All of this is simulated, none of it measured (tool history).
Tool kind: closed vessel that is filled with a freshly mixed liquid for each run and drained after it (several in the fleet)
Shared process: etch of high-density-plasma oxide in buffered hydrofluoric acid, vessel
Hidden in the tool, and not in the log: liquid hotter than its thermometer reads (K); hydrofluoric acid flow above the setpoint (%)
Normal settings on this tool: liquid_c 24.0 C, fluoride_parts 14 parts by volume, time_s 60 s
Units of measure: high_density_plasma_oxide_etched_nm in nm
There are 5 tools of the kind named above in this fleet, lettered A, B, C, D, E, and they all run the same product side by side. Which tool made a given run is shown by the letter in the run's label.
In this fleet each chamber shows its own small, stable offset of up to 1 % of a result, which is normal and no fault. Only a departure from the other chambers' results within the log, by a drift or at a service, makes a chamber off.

run,day,liquid_c,fluoride_parts,time_s,hours since the thermometer was replaced,hours since the hydrofluoric acid flow meter was replaced,"read-back film thickness of the high-density-plasma oxide reference wafer, read on the same gauge (nm)",high_density_plasma_oxide_etched_nm
1C,0.325,24.0,14,60,792.4,1130.8,150.01,54.182
2B,0.704,24.0,14,60,402.0,114.1,150.04,54.137
3D,0.904,24.0,14,60,1157.8,434.6,149.99,53.631
4E,1.167,24.0,14,60,691.4,267.8,150.02,53.592
5A,1.483,24.0,14,60,244.6,706.9,149.99,53.868
6E,1.854,24.0,12,50,707.9,284.3,150.03,51.943
7D,2.038,24.0,12,50,1185.0,461.8,149.99,52.246
8B,2.296,24.0,12,50,440.2,152.3,149.98,52.740
9A,2.583,24.0,12,50,271.0,733.3,150.00,52.741
10C,2.842,24.0,12,50,852.8,1191.2,149.99,51.886
11A,3.025,24.0,14,60,281.6,743.9,150.00,53.755
12D,3.388,24.0,14,60,1217.4,494.2,149.98,53.621
13B,3.738,28.5,14,60,474.8,186.9,150.01,69.734
14C,3.958,28.5,14,60,879.6,1218.0,150.03,68.099
15E,4.217,28.5,14,60,764.6,341.0,150.00,69.530
16C,4.421,28.5,14,60,890.7,1229.1,149.99,67.817
17B,4.696,28.5,14,60,497.8,209.9,150.01,69.241
18A,4.908,24.0,14,60,326.8,789.1,150.01,53.734
19E,5.158,24.0,14,60,787.2,363.6,149.99,54.977
20D,5.442,24.0,14,60,1266.7,543.5,149.97,53.326
21E,5.792,24.0,14,60,802.4,378.8,150.01,55.636
22B,6.008,24.0,14,60,529.3,241.4,150.03,54.257
23C,6.271,24.0,14,60,935.1,1273.5,150.01,53.760
24D,6.583,24.0,14,60,1294.1,570.9,150.02,53.414
25A,6.825,24.0,14,60,372.8,835.1,150.01,54.318
26E,7.004,24.0,14,60,831.5,407.9,150.01,56.071
27C,7.279,24.0,14,95,959.3,1297.7,150.03,84.425
28B,7.525,24.0,14,95,565.7,277.8,150.01,86.575
29D,7.812,24.0,14,95,1323.6,600.4,149.99,85.032
30A,8.162,24.0,14,95,404.9,867.2,149.97,85.448
# day 8.342: chamber C: thermometer replaced
31C,8.500,24.0,14,95,3.8,1327.0,150.02,83.826
32E,8.796,24.0,14,60,874.5,450.9,149.99,57.019
33A,9.054,24.0,14,60,426.3,888.6,150.02,54.620

Next, all 5 chambers run the settings below, one line each with question marks for the results. What does each chamber give?
34A,9.333,24.0,18,60,,,,?
34B,9.333,24.0,18,60,,,,?
34C,9.333,24.0,18,60,,,,?
34D,9.333,24.0,18,60,,,,?
34E,9.333,24.0,18,60,,,,?

run,high_density_plasma_oxide_etched_nm
34A,42.286
34B,42.541
34C,42.073
34D,41.861
34E,44.746
